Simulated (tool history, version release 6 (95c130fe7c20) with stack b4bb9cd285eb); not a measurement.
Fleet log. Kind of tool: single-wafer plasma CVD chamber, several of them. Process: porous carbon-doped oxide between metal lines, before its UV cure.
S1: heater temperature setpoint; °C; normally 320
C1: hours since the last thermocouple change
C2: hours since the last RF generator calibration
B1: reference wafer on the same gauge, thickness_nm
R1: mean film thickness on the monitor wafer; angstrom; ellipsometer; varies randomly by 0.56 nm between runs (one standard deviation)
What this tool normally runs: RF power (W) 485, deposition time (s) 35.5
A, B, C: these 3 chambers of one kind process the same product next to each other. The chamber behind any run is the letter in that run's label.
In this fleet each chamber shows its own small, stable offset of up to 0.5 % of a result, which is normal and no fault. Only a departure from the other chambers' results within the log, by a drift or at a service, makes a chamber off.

{"run": "1A", "hour": 12.9, "S1": 320, "RF power (W)": 485, "deposition time (s)": 35.5, "C1": 365, "C2": 886.8, "B1": 193.06, "R1": 1679.4}
{"run": "2B", "hour": 22.7, "S1": 320, "RF power (W)": 485, "deposition time (s)": 35.5, "C1": 488.2, "C2": 240.7, "B1": 192.92, "R1": 1690.9}
{"run": "3C", "hour": 29.9, "S1": 320, "RF power (W)": 485, "deposition time (s)": 35.5, "C1": 1443.2, "C2": 92.4, "B1": 192.97, "R1": 1679.5}
{"run": "4B", "hour": 41.7, "S1": 320, "RF power (W)": 485, "deposition time (s)": 35.5, "C1": 507.2, "C2": 259.7, "B1": 193.08, "R1": 1686.5}
{"run": "5A", "hour": 49.5, "S1": 320, "RF power (W)": 485, "deposition time (s)": 35.5, "C1": 401.6, "C2": 923.4, "B1": 193.02, "R1": 1669.7}
{"run": "6C", "hour": 63.2, "S1": 320, "RF power (W)": 485, "deposition time (s)": 35.5, "C1": 1476.5, "C2": 125.7, "B1": 193.02, "R1": 1671.9}
{"run": "7A", "hour": 75.8, "S1": 320, "RF power (W)": 535, "deposition time (s)": 30.4, "C1": 427.9, "C2": 949.7, "B1": 193.05, "R1": 1540.7}
{"run": "8C", "hour": 84.6, "S1": 320, "RF power (W)": 535, "deposition time (s)": 30.4, "C1": 1497.9, "C2": 147.1, "B1": 192.93, "R1": 1540.6}
{"run": "9B", "hour": 94.9, "S1": 320, "RF power (W)": 535, "deposition time (s)": 30.4, "C1": 560.4, "C2": 312.9, "B1": 192.92, "R1": 1542}
{"run": "10B", "hour": 105.8, "S1": 320, "RF power (W)": 485, "deposition time (s)": 35.5, "C1": 571.3, "C2": 323.8, "B1": 193.03, "R1": 1683.6}
{"run": "11C", "hour": 116.5, "S1": 320, "RF power (W)": 485, "deposition time (s)": 35.5, "C1": 1529.8, "C2": 179, "B1": 193.03, "R1": 1676.3}
{"run": "12A", "hour": 130.3, "S1": 320, "RF power (W)": 485, "deposition time (s)": 35.5, "C1": 482.4, "C2": 1004.2, "B1": 193.12, "R1": 1687}
{"run": "13C", "hour": 137.8, "S1": 320, "RF power (W)": 485, "deposition time (s)": 35.5, "C1": 1551.1, "C2": 200.3, "B1": 193.03, "R1": 1687}
{"run": "14A", "hour": 150.1, "S1": 314, "RF power (W)": 565, "deposition time (s)": 35.5, "C1": 502.2, "C2": 1024, "B1": 192.98, "R1": 1925.5}
{"run": "15B", "hour": 158.3, "S1": 314, "RF power (W)": 565, "deposition time (s)": 35.5, "C1": 623.8, "C2": 376.3, "B1": 192.89, "R1": 1915.6}
{"run": "16A", "hour": 164.8, "S1": 314, "RF power (W)": 565, "deposition time (s)": 35.5, "C1": 516.9, "C2": 1038.7, "B1": 193.12, "R1": 1922.6}
{"run": "17B", "hour": 172.6, "S1": 320, "RF power (W)": 485, "deposition time (s)": 35.5, "C1": 638.1, "C2": 390.6, "B1": 192.97, "R1": 1683.7}
{"run": "18C", "hour": 183.7, "S1": 320, "RF power (W)": 485, "deposition time (s)": 35.5, "C1": 1597, "C2": 246.2, "B1": 193, "R1": 1685.1}
{"run": "19B", "hour": 195.3, "S1": 309, "RF power (W)": 485, "deposition time (s)": 35.5, "C1": 660.8, "C2": 413.3, "B1": 192.99, "R1": 1783.4}
{"run": "20C", "hour": 203.0, "S1": 309, "RF power (W)": 485, "deposition time (s)": 35.5, "C1": 1616.3, "C2": 265.5, "B1": 192.79, "R1": 1777.9}
{"run": "21A", "hour": 213.7, "S1": 309, "RF power (W)": 485, "deposition time (s)": 35.5, "C1": 565.8, "C2": 1087.6, "B1": 192.9, "R1": 1784.4}
{"run": "22A", "hour": 220.8, "S1": 320, "RF power (W)": 485, "deposition time (s)": 35.5, "C1": 572.9, "C2": 1094.7, "B1": 193.04, "R1": 1675.4}
{"run": "23C", "hour": 231.9, "S1": 320, "RF power (W)": 485, "deposition time (s)": 35.5, "C1": 1645.2, "C2": 294.4, "B1": 193.17, "R1": 1681.2}
{"run": "24B", "hour": 244.6, "S1": 320, "RF power (W)": 485, "deposition time (s)": 35.5, "C1": 710.1, "C2": 462.6, "B1": 192.95, "R1": 1679.1}
{"run": "25A", "hour": 256.0, "S1": 320, "RF power (W)": 485, "deposition time (s)": 35.5, "C1": 608.1, "C2": 1129.9, "B1": 192.94, "R1": 1681.2}
{"run": "26B", "hour": 267.9, "S1": 306, "RF power (W)": 485, "deposition time (s)": 31.2, "C1": 733.4, "C2": 485.9, "B1": 192.91, "R1": 1590.9}
{"run": "27C", "hour": 280.5, "S1": 306, "RF power (W)": 485, "deposition time (s)": 31.2, "C1": 1693.8, "C2": 343, "B1": 193.12, "R1": 1590}
{"run": "28B", "hour": 288.5, "S1": 306, "RF power (W)": 485, "deposition time (s)": 31.2, "C1": 754, "C2": 506.5, "B1": 192.89, "R1": 1592}
{"run": "29C", "hour": 300.8, "S1": 320, "RF power (W)": 485, "deposition time (s)": 35.5, "C1": 1714.1, "C2": 363.3, "B1": 192.96, "R1": 1673.9}
{"run": "30A", "hour": 308.1, "S1": 320, "RF power (W)": 485, "deposition time (s)": 35.5, "C1": 660.2, "C2": 1182, "B1": 193.06, "R1": 1679}
{"run": "31C", "hour": 322.2, "S1": 320, "RF power (W)": 485, "deposition time (s)": 35.5, "C1": 1735.5, "C2": 384.7, "B1": 193.03, "R1": 1673.9}
{"run": "32A", "hour": 332.7, "S1": 320, "RF power (W)": 485, "deposition time (s)": 35.5, "C1": 684.8, "C2": 1206.6, "B1": 193.09, "R1": 1680.4}
{"run": "33B", "hour": 343.4, "S1": 320, "RF power (W)": 485, "deposition time (s)": 35.5, "C1": 808.9, "C2": 561.4, "B1": 192.88, "R1": 1679.1}
{"run": "34A", "hour": 352.1, "S1": 320, "RF power (W)": 485, "deposition time (s)": 35.5, "C1": 704.2, "C2": 1226, "B1": 193.15, "R1": 1686}
{"run": "35B", "hour": 359.2, "S1": 325, "RF power (W)": 485, "deposition time (s)": 35.5, "C1": 824.7, "C2": 577.2, "B1": 193.02, "R1": 1642.7}
{"run": "36C", "hour": 370.2, "S1": 325, "RF power (W)": 485, "deposition time (s)": 35.5, "C1": 1783.5, "C2": 432.7, "B1": 193.11, "R1": 1638.7}
{"run": "37A", "hour": 381.9, "S1": 325, "RF power (W)": 485, "deposition time (s)": 35.5, "C1": 734, "C2": 1255.8, "B1": 192.95, "R1": 1635.4}
{"run": "38C", "hour": 394.6, "S1": 312, "RF power (W)": 485, "deposition time (s)": 35.5, "C1": 1807.9, "C2": 457.1, "B1": 193, "R1": 1746.7}
{"run": "39B", "hour": 402.6, "S1": 312, "RF power (W)": 485, "deposition time (s)": 35.5, "C1": 868.1, "C2": 620.6, "B1": 192.92, "R1": 1750.5}
{"run": "40A", "hour": 413.6, "S1": 312, "RF power (W)": 485, "deposition time (s)": 35.5, "C1": 765.7, "C2": 1287.5, "B1": 193, "R1": 1750.1}

Is one chamber off against the others, does the gauge drift, or is nothing wrong? If a chamber is off, say which, and what the likeliest cause is.

The fleet is healthy, with each chamber sitting at its usual small offset and no drift in the gauge.
